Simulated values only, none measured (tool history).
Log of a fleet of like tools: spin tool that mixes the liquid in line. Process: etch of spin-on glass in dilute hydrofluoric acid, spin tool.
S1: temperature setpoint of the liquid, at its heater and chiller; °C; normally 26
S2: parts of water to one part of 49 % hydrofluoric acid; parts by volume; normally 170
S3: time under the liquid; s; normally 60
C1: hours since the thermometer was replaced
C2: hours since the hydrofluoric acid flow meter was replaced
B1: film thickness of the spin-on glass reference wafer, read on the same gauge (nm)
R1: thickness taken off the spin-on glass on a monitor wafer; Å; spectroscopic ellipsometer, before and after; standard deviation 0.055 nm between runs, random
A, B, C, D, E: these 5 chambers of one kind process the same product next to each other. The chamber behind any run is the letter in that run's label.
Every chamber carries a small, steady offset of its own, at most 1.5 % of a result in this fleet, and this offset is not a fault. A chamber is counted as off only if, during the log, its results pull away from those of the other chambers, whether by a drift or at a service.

| run | day | S1 | S2 | S3 | C1 | C2 | B1 | R1 |
|---|---|---|---|---|---|---|---|---|
| 1A | 0.162 | 26 | 170 | 60 | 1905.5 | 337.1 | 139.98 | 143.12 |
| 2E | 0.362 | 26 | 170 | 60 | 681.0 | 59.5 | 139.99 | 145.36 |
| 3B | 0.512 | 26 | 170 | 60 | 1387.9 | 832.5 | 140.03 | 142.63 |
| 4D | 0.688 | 26 | 170 | 60 | 1529.2 | 864.7 | 140.05 | 141.14 |
| 5C | 0.812 | 26 | 170 | 60 | 509.5 | 1575.8 | 139.98 | 141.89 |
| 6B | 1.021 | 26 | 170 | 60 | 1400.1 | 844.7 | 139.97 | 141.97 |
| 7E | 1.142 | 26 | 170 | 60 | 699.7 | 78.2 | 140.01 | 143.84 |
| 8D | 1.375 | 26 | 170 | 60 | 1545.7 | 881.2 | 139.95 | 141.48 |
| 9A | 1.571 | 26 | 170 | 60 | 1939.3 | 370.9 | 139.99 | 142.75 |
| 10C | 1.746 | 26 | 170 | 60 | 531.9 | 1598.2 | 140.01 | 142.35 |
| 11A | 1.975 | 26 | 170 | 60 | 1949.0 | 380.6 | 140.05 | 143.03 |
| 12B | 2.162 | 29 | 170 | 40 | 1427.5 | 872.1 | 139.97 | 104.43 |
| 13E | 2.292 | 29 | 170 | 40 | 727.3 | 105.8 | 139.99 | 108.03 |
| 14D | 2.458 | 29 | 170 | 40 | 1571.7 | 907.2 | 140.01 | 105.19 |
| 15C | 2.608 | 29 | 170 | 40 | 552.6 | 1618.9 | 140.03 | 105.76 |
| 16A | 2.725 | 29 | 170 | 40 | 1967.0 | 398.6 | 139.99 | 105.60 |
| 17D | 2.908 | 26 | 170 | 60 | 1582.5 | 918.0 | 140.00 | 140.97 |
| 18C | 3.046 | 26 | 170 | 60 | 563.1 | 1629.4 | 140.00 | 143.22 |
| 19B | 3.246 | 26 | 170 | 60 | 1453.5 | 898.1 | 139.96 | 140.21 |
| 20E | 3.417 | 28 | 170 | 45 | 754.3 | 132.8 | 140.00 | 116.60 |
| 21E | 3.638 | 28 | 170 | 45 | 759.6 | 138.1 | 139.99 | 116.31 |
| 22C | 3.821 | 28 | 170 | 45 | 581.7 | 1648.0 | 139.95 | 115.19 |
| 23D | 3.958 | 28 | 170 | 45 | 1607.7 | 943.2 | 140.00 | 114.59 |
| 24A | 4.204 | 28 | 170 | 45 | 2002.5 | 434.1 | 140.00 | 115.21 |
| 25B | 4.446 | 26 | 170 | 60 | 1482.3 | 926.9 | 140.01 | 138.07 |
| 26A | 4.633 | 26 | 170 | 60 | 2012.8 | 444.4 | 139.99 | 141.19 |
| 27E | 4.758 | 26 | 170 | 60 | 786.5 | 165.0 | 139.97 | 144.78 |
| 28C | 4.900 | 26 | 230 | 95 | 607.6 | 1673.9 | 139.98 | 155.79 |
| 29D | 5.042 | 26 | 230 | 95 | 1633.7 | 969.2 | 140.00 | 155.12 |
| 30B | 5.200 | 26 | 230 | 95 | 1500.4 | 945.0 | 140.06 | 151.21 |
| 31C | 5.446 | 26 | 230 | 95 | 620.7 | 1687.0 | 140.00 | 155.95 |
| 32D | 5.642 | 26 | 230 | 95 | 1648.1 | 983.6 | 139.97 | 154.93 |

For the next run the whole fleet of 5 chambers uses the same settings. Give each chamber's results:
| 33A | 5.817 | 26 | 170 | 60 |  |  |  | ? |
| 33B | 5.817 | 26 | 170 | 60 |  |  |  | ? |
| 33C | 5.817 | 26 | 170 | 60 |  |  |  | ? |
| 33D | 5.817 | 26 | 170 | 60 |  |  |  | ? |
| 33E | 5.817 | 26 | 170 | 60 |  |  |  | ? |

| run | R1 |
|---|---|
| 33A | 141.21 |
| 33B | 137.93 |
| 33C | 142.52 |
| 33D | 141.19 |
| 33E | 144.78 |
